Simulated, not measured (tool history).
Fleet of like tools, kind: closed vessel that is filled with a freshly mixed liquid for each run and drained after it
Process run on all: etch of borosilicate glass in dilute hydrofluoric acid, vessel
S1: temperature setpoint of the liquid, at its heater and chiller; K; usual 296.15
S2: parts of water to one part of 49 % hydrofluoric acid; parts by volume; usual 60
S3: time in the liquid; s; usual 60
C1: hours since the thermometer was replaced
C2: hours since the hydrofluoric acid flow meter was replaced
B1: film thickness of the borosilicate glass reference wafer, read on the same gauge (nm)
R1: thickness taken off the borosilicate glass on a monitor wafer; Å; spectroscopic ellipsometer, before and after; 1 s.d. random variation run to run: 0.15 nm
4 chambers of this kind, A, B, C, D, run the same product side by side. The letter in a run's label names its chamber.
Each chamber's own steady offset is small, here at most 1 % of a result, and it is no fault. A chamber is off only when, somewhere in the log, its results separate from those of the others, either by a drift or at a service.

Run 1B, hour 6.9: usual settings; C1 175.9; C2 912.1; B1 89.984. Result: R1 292.72 Å.
Run 2D, hour 12.4: usual settings; C1 1333.8; C2 543.5; B1 89.989. Result: R1 292.76 Å.
Run 3C, hour 18.7: usual settings; C1 88.9; C2 63.7; B1 89.996. Result: R1 288.42 Å.
Run 4A, hour 24.4: usual settings; C1 761.0; C2 99.9; B1 89.985. Result: R1 294.44 Å.
At hour 27.4: chamber D: thermometer replaced.
Run 5B, hour 36.1: usual settings; C1 205.1; C2 941.3; B1 90.032. Result: R1 289.68 Å.
Run 6C, hour 43.9: usual settings; C1 114.1; C2 88.9; B1 90.028. Result: R1 289.87 Å.
Run 7D, hour 50.4: usual settings; C1 23.1; C2 581.5; B1 89.997. Result: R1 293.90 Å.
Run 8A, hour 56.0: usual settings; C1 792.6; C2 131.5; B1 89.980. Result: R1 295.62 Å.
Run 9A, hour 64.1: usual settings but S2 45 parts by volume, S3 35 s; C1 800.7; C2 139.6; B1 89.999. Result: R1 233.55 Å.
Run 10B, hour 76.2: usual settings but S2 45 parts by volume, S3 35 s; C1 245.2; C2 981.4; B1 89.985. Result: R1 232.16 Å.
Run 11D, hour 87.0: usual settings but S2 45 parts by volume, S3 35 s; C1 59.7; C2 618.1; B1 89.978. Result: R1 231.92 Å.
Run 12C, hour 96.0: usual settings but S2 45 parts by volume, S3 35 s; C1 166.2; C2 141.0; B1 90.016. Result: R1 231.36 Å.
Run 13A, hour 106.2: usual settings; C1 842.8; C2 181.7; B1 89.996. Result: R1 295.23 Å.
Run 14B, hour 112.0: usual settings; C1 281.0; C2 1017.2; B1 89.971. Result: R1 294.04 Å.
Run 15C, hour 120.3: usual settings; C1 190.5; C2 165.3; B1 90.003. Result: R1 290.83 Å.
Run 16D, hour 127.5: usual settings; C1 100.2; C2 658.6; B1 89.983. Result: R1 293.97 Å.
Run 17C, hour 137.4: usual settings; C1 207.6; C2 182.4; B1 89.976. Result: R1 290.08 Å.
Run 18A, hour 147.1: usual settings; C1 883.7; C2 222.6; B1 90.014. Result: R1 294.67 Å.
Run 19D, hour 158.1: usual settings but S2 80 parts by volume, S3 45 s; C1 130.8; C2 689.2; B1 90.002. Result: R1 160.01 Å.
Run 20B, hour 165.1: usual settings but S2 80 parts by volume, S3 45 s; C1 334.1; C2 1070.3; B1 89.992. Result: R1 161.90 Å.
Run 21C, hour 176.8: usual settings but S2 80 parts by volume, S3 45 s; C1 247.0; C2 221.8; B1 89.979. Result: R1 160.94 Å.
Run 22D, hour 184.9: usual settings but S2 80 parts by volume, S3 45 s; C1 157.6; C2 716.0; B1 89.989. Result: R1 161.91 Å.
Run 23B, hour 190.7: usual settings; C1 359.7; C2 1095.9; B1 90.006. Result: R1 291.64 Å.
Run 24A, hour 199.6: usual settings; C1 936.2; C2 275.1; B1 89.999. Result: R1 294.03 Å.

Read the log: is a single chamber off, either drifting away or since a service, is the gauge that measures every chamber drifting, or is nothing wrong beyond small per-chamber offsets? Name any odd chamber and what most likely caused it.

No chamber is off and the gauge is stable; the differences are just each chamber's small, constant offset.
